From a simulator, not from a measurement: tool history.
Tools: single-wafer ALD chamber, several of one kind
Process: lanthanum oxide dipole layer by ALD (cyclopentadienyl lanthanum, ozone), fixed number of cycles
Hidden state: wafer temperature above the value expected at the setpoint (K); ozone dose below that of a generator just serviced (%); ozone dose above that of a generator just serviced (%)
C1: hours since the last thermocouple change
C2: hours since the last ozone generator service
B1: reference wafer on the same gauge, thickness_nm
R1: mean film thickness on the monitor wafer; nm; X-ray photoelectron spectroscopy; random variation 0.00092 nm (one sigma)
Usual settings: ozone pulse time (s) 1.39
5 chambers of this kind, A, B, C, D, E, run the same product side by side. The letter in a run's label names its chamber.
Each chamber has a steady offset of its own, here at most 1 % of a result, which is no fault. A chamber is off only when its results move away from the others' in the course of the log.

-- hour=6.4 chamber E: ozone generator serviced
-- hour=11.9 chamber D: ozone generator serviced
run 1E hour=14.2 | ozone_pulse_time_(s)=1.39 | C1=991.4 C2=7.8 | B1=0.60595 | R1=0.54611
run 2D hour=20.8 | ozone_pulse_time_(s)=1.39 | C1=79.0 C2=9.0 | B1=0.60578 | R1=0.54338
run 3C hour=30.7 | ozone_pulse_time_(s)=1.39 | C1=1077.3 C2=35.2 | B1=0.60563 | R1=0.54342
run 4A hour=40.7 | ozone_pulse_time_(s)=1.39 | C1=622.3 C2=809.5 | B1=0.60559 | R1=0.54023
run 5B hour=48.0 | ozone_pulse_time_(s)=1.39 | C1=122.9 C2=387.5 | B1=0.60580 | R1=0.54289
run 6E hour=57.2 | ozone_pulse_time_(s)=1.39 | C1=1034.4 C2=50.8 | B1=0.60564 | R1=0.54495
run 7A hour=67.5 | ozone_pulse_time_(s)=1.39 | C1=649.1 C2=836.3 | B1=0.60538 | R1=0.53977
run 8C hour=78.9 | ozone_pulse_time_(s)=1.39 | C1=1125.5 C2=83.4 | B1=0.60532 | R1=0.54089
run 9D hour=85.9 | ozone_pulse_time_(s)=1.39 | C1=144.1 C2=74.1 | B1=0.60552 | R1=0.54400
run 10B hour=95.7 | ozone_pulse_time_(s)=1.39 | C1=170.6 C2=435.2 | B1=0.60486 | R1=0.54394
run 11D hour=105.6 | ozone_pulse_time_(s)=1.39 | C1=163.8 C2=93.8 | B1=0.60489 | R1=0.54157
run 12E hour=114.8 | ozone_pulse_time_(s)=1.21 | C1=1092.0 C2=108.4 | B1=0.60499 | R1=0.53050
run 13A hour=127.2 | ozone_pulse_time_(s)=1.21 | C1=708.8 C2=896.0 | B1=0.60452 | R1=0.52061
-- hour=132.6 chamber C: thermocouple changed; heater temperature recalibrated
run 14C hour=140.6 | ozone_pulse_time_(s)=1.21 | C1=8.0 C2=145.1 | B1=0.60455 | R1=0.52526
run 15B hour=149.9 | ozone_pulse_time_(s)=1.21 | C1=224.8 C2=489.4 | B1=0.60464 | R1=0.52734
run 16B hour=161.0 | ozone_pulse_time_(s)=1.21 | C1=235.9 C2=500.5 | B1=0.60455 | R1=0.52624
run 17C hour=171.5 | ozone_pulse_time_(s)=1.39 | C1=38.9 C2=176.0 | B1=0.60473 | R1=0.54341
run 18E hour=185.2 | ozone_pulse_time_(s)=1.39 | C1=1162.4 C2=178.8 | B1=0.60423 | R1=0.54469
run 19A hour=195.3 | ozone_pulse_time_(s)=1.39 | C1=776.9 C2=964.1 | B1=0.60400 | R1=0.53763
run 20D hour=203.0 | ozone_pulse_time_(s)=1.39 | C1=261.2 C2=191.2 | B1=0.60401 | R1=0.54015
run 21A hour=214.0 | ozone_pulse_time_(s)=0.85 | C1=795.6 C2=982.8 | B1=0.60405 | R1=0.46533
run 22C hour=227.2 | ozone_pulse_time_(s)=0.85 | C1=94.6 C2=231.7 | B1=0.60399 | R1=0.47373
run 23B hour=239.4 | ozone_pulse_time_(s)=0.85 | C1=314.3 C2=578.9 | B1=0.60379 | R1=0.47287
run 24E hour=248.4 | ozone_pulse_time_(s)=0.85 | C1=1225.6 C2=242.0 | B1=0.60334 | R1=0.47335
run 25D hour=258.1 | ozone_pulse_time_(s)=0.85 | C1=316.3 C2=246.3 | B1=0.60352 | R1=0.47022
run 26D hour=266.7 | ozone_pulse_time_(s)=1.39 | C1=324.9 C2=254.9 | B1=0.60348 | R1=0.54255
run 27B hour=279.6 | ozone_pulse_time_(s)=1.39 | C1=354.5 C2=619.1 | B1=0.60337 | R1=0.54143
run 28E hour=293.8 | ozone_pulse_time_(s)=1.39 | C1=1271.0 C2=287.4 | B1=0.60317 | R1=0.54415
run 29A hour=302.3 | ozone_pulse_time_(s)=1.39 | C1=883.9 C2=1071.1 | B1=0.60281 | R1=0.53561
run 30C hour=309.1 | ozone_pulse_time_(s)=1.39 | C1=176.5 C2=313.6 | B1=0.60326 | R1=0.53937
run 31B hour=320.5 | ozone_pulse_time_(s)=1.12 | C1=395.4 C2=660.0 | B1=0.60277 | R1=0.51666
run 32A hour=331.7 | ozone_pulse_time_(s)=1.12 | C1=913.3 C2=1100.5 | B1=0.60284 | R1=0.50945
run 33C hour=342.8 | ozone_pulse_time_(s)=1.12 | C1=210.2 C2=347.3 | B1=0.60289 | R1=0.51490
run 34E hour=349.2 | ozone_pulse_time_(s)=1.12 | C1=1326.4 C2=342.8 | B1=0.60257 | R1=0.51637
run 35D hour=363.7 | ozone_pulse_time_(s)=1.12 | C1=421.9 C2=351.9 | B1=0.60247 | R1=0.51561
run 36B hour=376.6 | ozone_pulse_time_(s)=1.39 | C1=451.5 C2=716.1 | B1=0.60226 | R1=0.54034
run 37E hour=387.6 | ozone_pulse_time_(s)=1.39 | C1=1364.8 C2=381.2 | B1=0.60259 | R1=0.54294
run 38A hour=396.7 | ozone_pulse_time_(s)=1.39 | C1=978.3 C2=1165.5 | B1=0.60237 | R1=0.53547
run 39D hour=410.1 | ozone_pulse_time_(s)=1.39 | C1=468.3 C2=398.3 | B1=0.60212 | R1=0.53922
run 40C hour=420.4 | ozone_pulse_time_(s)=1.39 | C1=287.8 C2=424.9 | B1=0.60217 | R1=0.53967
run 41D hour=432.1 | ozone_pulse_time_(s)=1.39 | C1=490.3 C2=420.3 | B1=0.60200 | R1=0.53980

All 5 chambers run these settings next. Forecast each chamber's results:
run 42A hour=442.6 | ozone_pulse_time_(s)=1.16 | R1=?
run 42B hour=442.6 | ozone_pulse_time_(s)=1.16 | R1=?
run 42C hour=442.6 | ozone_pulse_time_(s)=1.16 | R1=?
run 42D hour=442.6 | ozone_pulse_time_(s)=1.16 | R1=?
run 42E hour=442.6 | ozone_pulse_time_(s)=1.16 | R1=?

run=42A R1=0.51317
run=42B R1=0.51957
run=42C R1=0.51804
run=42D R1=0.51855
run=42E R1=0.52185
